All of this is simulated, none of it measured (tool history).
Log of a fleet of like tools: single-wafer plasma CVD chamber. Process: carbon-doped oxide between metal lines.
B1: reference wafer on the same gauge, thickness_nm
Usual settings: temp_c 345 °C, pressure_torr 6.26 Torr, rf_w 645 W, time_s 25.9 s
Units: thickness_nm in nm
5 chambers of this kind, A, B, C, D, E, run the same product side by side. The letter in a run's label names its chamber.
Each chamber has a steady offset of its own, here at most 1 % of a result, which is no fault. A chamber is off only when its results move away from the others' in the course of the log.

{"run": "1D", "hour": 9.2, "temp_c": 345, "pressure_torr": 6.26, "rf_w": 645, "time_s": 25.9, "B1": 162.92, "thickness_nm": 160.16}
{"run": "2E", "hour": 14.6, "temp_c": 345, "pressure_torr": 6.26, "rf_w": 645, "time_s": 25.9, "B1": 163.05, "thickness_nm": 161.68}
{"run": "3B", "hour": 19.8, "temp_c": 345, "pressure_torr": 6.26, "rf_w": 645, "time_s": 25.9, "B1": 162.96, "thickness_nm": 162.46}
{"run": "4C", "hour": 28.7, "temp_c": 345, "pressure_torr": 6.26, "rf_w": 645, "time_s": 25.9, "B1": 162.94, "thickness_nm": 160.96}
{"run": "5A", "hour": 37.0, "temp_c": 345, "pressure_torr": 6.26, "rf_w": 645, "time_s": 25.9, "B1": 163, "thickness_nm": 160.74}
{"run": "6E", "hour": 46.6, "temp_c": 351, "pressure_torr": 4.93, "rf_w": 645, "time_s": 25.9, "B1": 162.91, "thickness_nm": 154.31}
{"run": "7C", "hour": 54.6, "temp_c": 351, "pressure_torr": 4.93, "rf_w": 645, "time_s": 25.9, "B1": 163.12, "thickness_nm": 153.84}
{"run": "8A", "hour": 59.7, "temp_c": 351, "pressure_torr": 4.93, "rf_w": 645, "time_s": 25.9, "B1": 162.91, "thickness_nm": 153.48}
{"hour": 62.4, "done": "chamber B: thermocouple changed; heater temperature recalibrated"}
{"run": "9B", "hour": 67.0, "temp_c": 351, "pressure_torr": 4.93, "rf_w": 645, "time_s": 25.9, "B1": 162.93, "thickness_nm": 156.09}
{"run": "10D", "hour": 72.7, "temp_c": 351, "pressure_torr": 4.93, "rf_w": 645, "time_s": 25.9, "B1": 162.93, "thickness_nm": 153.4}
{"run": "11E", "hour": 79.0, "temp_c": 345, "pressure_torr": 6.26, "rf_w": 645, "time_s": 25.9, "B1": 163.06, "thickness_nm": 161.25}
{"run": "12B", "hour": 87.9, "temp_c": 345, "pressure_torr": 6.26, "rf_w": 645, "time_s": 25.9, "B1": 163.09, "thickness_nm": 163.45}
{"run": "13D", "hour": 96.6, "temp_c": 345, "pressure_torr": 6.26, "rf_w": 645, "time_s": 25.9, "B1": 162.93, "thickness_nm": 161.04}
{"run": "14A", "hour": 101.2, "temp_c": 345, "pressure_torr": 6.26, "rf_w": 645, "time_s": 25.9, "B1": 162.96, "thickness_nm": 160.71}
{"hour": 104.2, "done": "chamber A: capacitance manometer re-zeroed and calibrated"}
{"run": "15C", "hour": 106.0, "temp_c": 345, "pressure_torr": 6.26, "rf_w": 645, "time_s": 25.9, "B1": 162.84, "thickness_nm": 161}
{"run": "16B", "hour": 115.6, "temp_c": 345, "pressure_torr": 6.26, "rf_w": 645, "time_s": 25.9, "B1": 163, "thickness_nm": 163.14}
{"run": "17D", "hour": 123.8, "temp_c": 345, "pressure_torr": 6.26, "rf_w": 645, "time_s": 25.9, "B1": 163, "thickness_nm": 160.26}
{"run": "18A", "hour": 132.5, "temp_c": 345, "pressure_torr": 6.26, "rf_w": 760, "time_s": 25.9, "B1": 162.98, "thickness_nm": 177.08}
{"run": "19C", "hour": 141.1, "temp_c": 345, "pressure_torr": 6.26, "rf_w": 760, "time_s": 25.9, "B1": 162.95, "thickness_nm": 177.15}
{"run": "20E", "hour": 147.1, "temp_c": 345, "pressure_torr": 6.26, "rf_w": 760, "time_s": 25.9, "B1": 163, "thickness_nm": 178.03}
{"run": "21C", "hour": 154.9, "temp_c": 345, "pressure_torr": 6.26, "rf_w": 760, "time_s": 25.9, "B1": 163.04, "thickness_nm": 178.3}
{"run": "22E", "hour": 161.9, "temp_c": 345, "pressure_torr": 6.26, "rf_w": 760, "time_s": 25.9, "B1": 162.91, "thickness_nm": 178.62}
{"run": "23A", "hour": 168.5, "temp_c": 345, "pressure_torr": 6.26, "rf_w": 645, "time_s": 25.9, "B1": 162.96, "thickness_nm": 161.27}
{"run": "24B", "hour": 176.7, "temp_c": 345, "pressure_torr": 6.26, "rf_w": 645, "time_s": 25.9, "B1": 162.98, "thickness_nm": 163.59}
{"run": "25D", "hour": 182.4, "temp_c": 345, "pressure_torr": 6.26, "rf_w": 645, "time_s": 25.9, "B1": 163, "thickness_nm": 160.71}
{"run": "26A", "hour": 189.5, "temp_c": 345, "pressure_torr": 6.26, "rf_w": 645, "time_s": 25.9, "B1": 163.03, "thickness_nm": 159.91}
{"run": "27B", "hour": 194.7, "temp_c": 345, "pressure_torr": 6.26, "rf_w": 645, "time_s": 25.9, "B1": 163.01, "thickness_nm": 163.61}
{"run": "28E", "hour": 202.6, "temp_c": 340, "pressure_torr": 7.01, "rf_w": 645, "time_s": 25.9, "B1": 162.99, "thickness_nm": 164.74}
{"hour": 205.2, "done": "chamber C: thermocouple changed; heater temperature recalibrated"}
{"run": "29D", "hour": 208.2, "temp_c": 340, "pressure_torr": 7.01, "rf_w": 645, "time_s": 25.9, "B1": 162.98, "thickness_nm": 164.49}
{"run": "30C", "hour": 217.0, "temp_c": 340, "pressure_torr": 7.01, "rf_w": 645, "time_s": 25.9, "B1": 162.96, "thickness_nm": 167.28}
{"run": "31B", "hour": 224.3, "temp_c": 340, "pressure_torr": 7.01, "rf_w": 645, "time_s": 25.9, "B1": 162.97, "thickness_nm": 167.07}
{"run": "32D", "hour": 228.7, "temp_c": 340, "pressure_torr": 7.01, "rf_w": 645, "time_s": 25.9, "B1": 162.97, "thickness_nm": 164.75}
{"run": "33A", "hour": 233.3, "temp_c": 345, "pressure_torr": 6.26, "rf_w": 645, "time_s": 25.9, "B1": 162.89, "thickness_nm": 160.73}
{"run": "34C", "hour": 241.1, "temp_c": 345, "pressure_torr": 6.26, "rf_w": 645, "time_s": 25.9, "B1": 162.99, "thickness_nm": 163.4}
{"run": "35E", "hour": 249.5, "temp_c": 345, "pressure_torr": 6.26, "rf_w": 645, "time_s": 25.9, "B1": 162.99, "thickness_nm": 161.41}
{"run": "36C", "hour": 259.0, "temp_c": 345, "pressure_torr": 6.26, "rf_w": 645, "time_s": 25.9, "B1": 162.97, "thickness_nm": 163.56}
{"run": "37B", "hour": 267.7, "temp_c": 345, "pressure_torr": 6.26, "rf_w": 645, "time_s": 25.9, "B1": 162.94, "thickness_nm": 163.05}
{"run": "38A", "hour": 276.7, "temp_c": 345, "pressure_torr": 6.26, "rf_w": 645, "time_s": 25.9, "B1": 163.03, "thickness_nm": 161.02}
{"run": "39E", "hour": 282.9, "temp_c": 345, "pressure_torr": 6.26, "rf_w": 645, "time_s": 25.9, "B1": 163.11, "thickness_nm": 160.99}
{"run": "40D", "hour": 291.5, "temp_c": 345, "pressure_torr": 6.26, "rf_w": 645, "time_s": 25.9, "B1": 163.04, "thickness_nm": 160.57}
{"run": "41C", "hour": 296.7, "temp_c": 345, "pressure_torr": 6.26, "rf_w": 645, "time_s": 25.9, "B1": 162.91, "thickness_nm": 162.73}
{"run": "42B", "hour": 305.2, "temp_c": 345, "pressure_torr": 6.26, "rf_w": 645, "time_s": 25.9, "B1": 163, "thickness_nm": 163.79}
{"run": "43A", "hour": 313.1, "temp_c": 345, "pressure_torr": 6.26, "rf_w": 645, "time_s": 25.9, "B1": 163.06, "thickness_nm": 160.65}
{"run": "44D", "hour": 317.5, "temp_c": 345, "pressure_torr": 6.26, "rf_w": 645, "time_s": 25.9, "B1": 163.09, "thickness_nm": 160.28}

Is one chamber off against the others, does the gauge drift, or is nothing wrong? If a chamber is off, say which, and what the likeliest cause is.

A service left chamber C off against the others.
Cause: wafer temperature below the value expected at the setpoint (K) = 4.78.

Here are 4 candidates for chamber C's next run, each the usual settings with a change, their results left as question marks. Which one brings its results back in line with what the others give on the usual settings?
In line means no further than this from the other chambers' mean on the usual settings: thickness_nm 1.4 nm
{"run": "45C-1", "hour": 324.6, "temp_c": 345, "pressure_torr": 6.29, "rf_w": 660, "time_s": 25.9, "thickness_nm": "?"}
{"run": "45C-2", "hour": 324.6, "temp_c": 345, "pressure_torr": 6.28, "rf_w": 655, "time_s": 26.4, "thickness_nm": "?"}
{"run": "45C-3", "hour": 324.6, "temp_c": 345, "pressure_torr": 6.19, "rf_w": 615, "time_s": 25.9, "thickness_nm": "?"}
{"run": "45C-4", "hour": 324.6, "temp_c": 345, "pressure_torr": 6.25, "rf_w": 640, "time_s": 25.7, "thickness_nm": "?"}

The other chambers' mean on the usual settings: thickness_nm 161.42 nm
run=45C-1 thickness_nm=166.13
run=45C-2 thickness_nm=168.49
run=45C-3 thickness_nm=158.91
run=45C-4 thickness_nm=161.73
45C-4 brings the chamber back in line.
